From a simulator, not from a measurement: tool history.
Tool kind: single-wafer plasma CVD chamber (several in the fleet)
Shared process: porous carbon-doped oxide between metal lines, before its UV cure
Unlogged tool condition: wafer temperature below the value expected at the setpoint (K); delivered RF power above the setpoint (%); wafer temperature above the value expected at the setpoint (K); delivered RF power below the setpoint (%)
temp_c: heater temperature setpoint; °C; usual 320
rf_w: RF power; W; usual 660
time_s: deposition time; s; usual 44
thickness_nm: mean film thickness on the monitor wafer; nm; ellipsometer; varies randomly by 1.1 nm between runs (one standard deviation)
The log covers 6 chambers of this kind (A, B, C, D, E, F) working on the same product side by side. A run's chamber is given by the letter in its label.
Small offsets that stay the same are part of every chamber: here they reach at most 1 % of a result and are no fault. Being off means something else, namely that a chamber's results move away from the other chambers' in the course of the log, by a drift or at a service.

run,hour,temp_c,rf_w,time_s,hours since the last thermocouple change,hours since the last RF generator calibration,"read-back reference wafer on the same gauge, thickness_nm",thickness_nm
1B,4.2,320,660,44,618.5,1113.1,259.86,252.07
2D,6.9,320,660,44,1116.9,1479.9,259.99,254.24
3E,9.8,320,660,44,718.3,168.7,259.99,256.01
4A,13.6,320,660,44,497.3,65.1,260.18,253.35
5C,16.8,320,660,44,1852.2,683.7,260.03,254.37
6F,19.8,320,660,44,976.9,1312.9,260.24,255.22
7D,22.6,320,660,44,1132.6,1495.6,260.19,253.96
8A,27.4,320,660,44,511.1,78.9,259.9,253.21
9C,32.1,320,660,44,1867.5,699,259.97,252.45
10F,35.3,320,660,44,992.4,1328.4,259.99,254.63
11E,37.9,320,660,44,746.4,196.8,259.89,256.28
12B,40.6,320,660,44,654.9,1149.5,260.1,251.03
# hour 40.8: chamber D: RF generator calibrated
13A,42.8,320,660,44,526.5,94.3,259.95,253.46
14E,46.5,320,660,44,755,205.4,260.06,256.31
15C,48.7,320,660,44,1884.1,715.6,260.08,253.06
16D,51.3,320,660,44,1161.3,10.5,260.13,252.3
17B,55.9,320,660,44,670.2,1164.8,259.72,251.71
18F,58.6,320,660,44,1015.7,1351.7,259.88,254.06
19B,61.4,320,700,44,675.7,1170.3,259.75,261.12
20D,64.9,320,700,44,1174.9,24.1,260.07,265.92
21F,68.3,320,700,44,1025.4,1361.4,260,263.6
22A,72.6,320,700,44,556.3,124.1,260.09,263.73
23C,75.6,320,700,44,1911,742.5,260.24,263.59
24E,77.8,320,700,44,786.3,236.7,260.09,260.5
25C,79.9,320,660,44,1915.3,746.8,259.81,255.25
26B,82.8,320,660,44,697.1,1191.7,260.16,252.11
27A,87.2,320,660,44,570.9,138.7,259.78,253.97
28F,89.3,320,660,44,1046.4,1382.4,259.97,254.28
29E,92.1,320,660,44,800.6,251,260.04,251.72
30D,94.3,320,660,44,1204.3,53.5,260.03,254.38
31C,96.8,320,660,44,1932.2,763.7,260.12,253.52
32A,101.1,320,660,44,584.8,152.6,259.88,254.87
33D,103.8,320,660,44,1213.8,63,259.83,255.25
34E,108.1,320,660,44,816.6,267,260.03,252.04
35B,110.1,320,660,44,724.4,1219,260.1,252.5
36F,113,320,660,48.1,1070.1,1406.1,259.98,275.44
37E,117.4,320,660,48.1,825.9,276.3,259.8,273.88
38C,121.3,320,660,48.1,1956.7,788.2,260.08,275.91
39A,124.5,320,660,48.1,608.2,176,259.79,278.78
40B,126.8,320,660,48.1,741.1,1235.7,260.15,275.72
41D,129.7,320,660,48.1,1239.7,88.9,259.9,278.2
42F,131.8,320,660,44,1088.9,1424.9,260.12,252.58
43E,134.7,320,660,44,843.2,293.6,259.97,250.34
44A,138.5,320,660,44,622.2,190,260.03,254.37

One chamber off, gauge drift, or nothing amiss beyond the chambers' own small offsets? If it is a chamber, which one, and what is the likeliest cause?

Little by little, chamber E moves away from the other chambers.
Cause: delivered RF power below the setpoint (%) = 4.27.
From this log alone, it may not be told apart from: wafer temperature above the value expected at the setpoint (K).

Here are 4 candidates for chamber E's next run, each the usual settings with a change, their results left as question marks. Which one brings its results back in line with what the others give on the usual settings?
In line here means within this much of the mean the other chambers give on the usual settings: thickness_nm 3.7 nm
45E-1,141.9,324,660,44,,,,?
45E-2,141.9,322,625,44,,,,?
45E-3,141.9,319,660,45.9,,,,?
45E-4,141.9,320,665,44.6,,,,?

What the other chambers average on the usual settings: thickness_nm 253.74 nm
run,thickness_nm
45E-1,243.63
45E-2,237.32
45E-3,260.34
45E-4,253.1
The answer is 45E-4, which returns the chamber to within the allowed miss of the others.
